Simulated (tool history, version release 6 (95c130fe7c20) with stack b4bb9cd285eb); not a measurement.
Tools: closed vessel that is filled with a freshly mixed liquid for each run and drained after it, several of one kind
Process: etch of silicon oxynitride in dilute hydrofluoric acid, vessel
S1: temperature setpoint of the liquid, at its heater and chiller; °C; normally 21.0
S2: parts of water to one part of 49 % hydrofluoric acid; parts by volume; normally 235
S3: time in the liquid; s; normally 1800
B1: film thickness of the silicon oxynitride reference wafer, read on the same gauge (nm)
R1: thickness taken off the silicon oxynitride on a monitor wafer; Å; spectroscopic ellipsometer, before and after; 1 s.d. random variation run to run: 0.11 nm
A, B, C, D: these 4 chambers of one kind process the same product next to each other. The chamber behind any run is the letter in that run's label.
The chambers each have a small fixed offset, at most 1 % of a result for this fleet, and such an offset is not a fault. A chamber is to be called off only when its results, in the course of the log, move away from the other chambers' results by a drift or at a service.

{"day": 0.058, "done": "chamber D: thermometer replaced"}
{"run": "1A", "day": 0.271, "S1": 21.0, "S2": 235, "S3": 1800, "B1": 130.01, "R1": 290.24}
{"run": "2D", "day": 0.458, "S1": 21.0, "S2": 235, "S3": 1800, "B1": 130.06, "R1": 286.25}
{"run": "3C", "day": 0.646, "S1": 21.0, "S2": 235, "S3": 1800, "B1": 130.01, "R1": 289.27}
{"run": "4B", "day": 0.912, "S1": 21.0, "S2": 235, "S3": 1800, "B1": 130.01, "R1": 287.85}
{"run": "5C", "day": 1.108, "S1": 21.0, "S2": 235, "S3": 1800, "B1": 129.99, "R1": 288.02}
{"run": "6D", "day": 1.362, "S1": 21.0, "S2": 235, "S3": 1800, "B1": 130.0, "R1": 285.03}
{"run": "7B", "day": 1.546, "S1": 21.0, "S2": 235, "S3": 1800, "B1": 130.02, "R1": 287.01}
{"run": "8A", "day": 1.712, "S1": 21.0, "S2": 235, "S3": 1800, "B1": 130.06, "R1": 289.29}
{"run": "9C", "day": 1.929, "S1": 23.0, "S2": 235, "S3": 2645, "B1": 130.05, "R1": 462.71}
{"run": "10B", "day": 2.208, "S1": 23.0, "S2": 235, "S3": 2645, "B1": 129.99, "R1": 457.59}
{"run": "11A", "day": 2.392, "S1": 23.0, "S2": 235, "S3": 2645, "B1": 129.95, "R1": 465.18}
{"run": "12D", "day": 2.675, "S1": 23.0, "S2": 235, "S3": 2645, "B1": 129.95, "R1": 458.6}
{"run": "13D", "day": 2.808, "S1": 21.0, "S2": 235, "S3": 1800, "B1": 130.01, "R1": 286.32}
{"run": "14A", "day": 2.979, "S1": 17.0, "S2": 325, "S3": 1800, "B1": 129.97, "R1": 163.2}
{"run": "15C", "day": 3.204, "S1": 17.0, "S2": 325, "S3": 1800, "B1": 130.02, "R1": 166.96}
{"run": "16B", "day": 3.442, "S1": 17.0, "S2": 325, "S3": 1800, "B1": 130.0, "R1": 159.96}
{"run": "17A", "day": 3.575, "S1": 17.0, "S2": 325, "S3": 1800, "B1": 130.04, "R1": 164.45}
{"run": "18B", "day": 3.725, "S1": 21.0, "S2": 235, "S3": 1800, "B1": 130.02, "R1": 277.08}
{"run": "19C", "day": 3.888, "S1": 21.0, "S2": 235, "S3": 1800, "B1": 130.06, "R1": 290.25}
{"run": "20D", "day": 4.146, "S1": 21.0, "S2": 235, "S3": 1800, "B1": 130.03, "R1": 285.62}
{"run": "21B", "day": 4.292, "S1": 21.0, "S2": 235, "S3": 1800, "B1": 130.0, "R1": 275.3}
{"run": "22C", "day": 4.438, "S1": 21.0, "S2": 235, "S3": 1800, "B1": 129.96, "R1": 289.13}
{"run": "23A", "day": 4.646, "S1": 23.5, "S2": 235, "S3": 1800, "B1": 129.93, "R1": 323.65}
{"day": 4.75, "done": "chamber B: thermometer replaced"}
{"run": "24D", "day": 4.821, "S1": 23.5, "S2": 235, "S3": 1800, "B1": 129.99, "R1": 320.59}
{"run": "25C", "day": 4.946, "S1": 23.5, "S2": 235, "S3": 1800, "B1": 129.95, "R1": 324.87}
{"run": "26D", "day": 5.221, "S1": 23.5, "S2": 235, "S3": 1800, "B1": 130.0, "R1": 319.59}
{"run": "27B", "day": 5.346, "S1": 21.0, "S2": 235, "S3": 1800, "B1": 130.03, "R1": 271.54}
{"run": "28A", "day": 5.471, "S1": 21.0, "S2": 235, "S3": 1800, "B1": 130.02, "R1": 288.11}

Next, all 4 chambers run the settings below, one line each with question marks for the results. What does each chamber give?
{"run": "29A", "day": 5.675, "S1": 21.0, "S2": 235, "S3": 1800, "R1": "?"}
{"run": "29B", "day": 5.675, "S1": 21.0, "S2": 235, "S3": 1800, "R1": "?"}
{"run": "29C", "day": 5.675, "S1": 21.0, "S2": 235, "S3": 1800, "R1": "?"}
{"run": "29D", "day": 5.675, "S1": 21.0, "S2": 235, "S3": 1800, "R1": "?"}

run=29A R1=289.86
run=29B R1=273.27
run=29C R1=291.50
run=29D R1=286.45
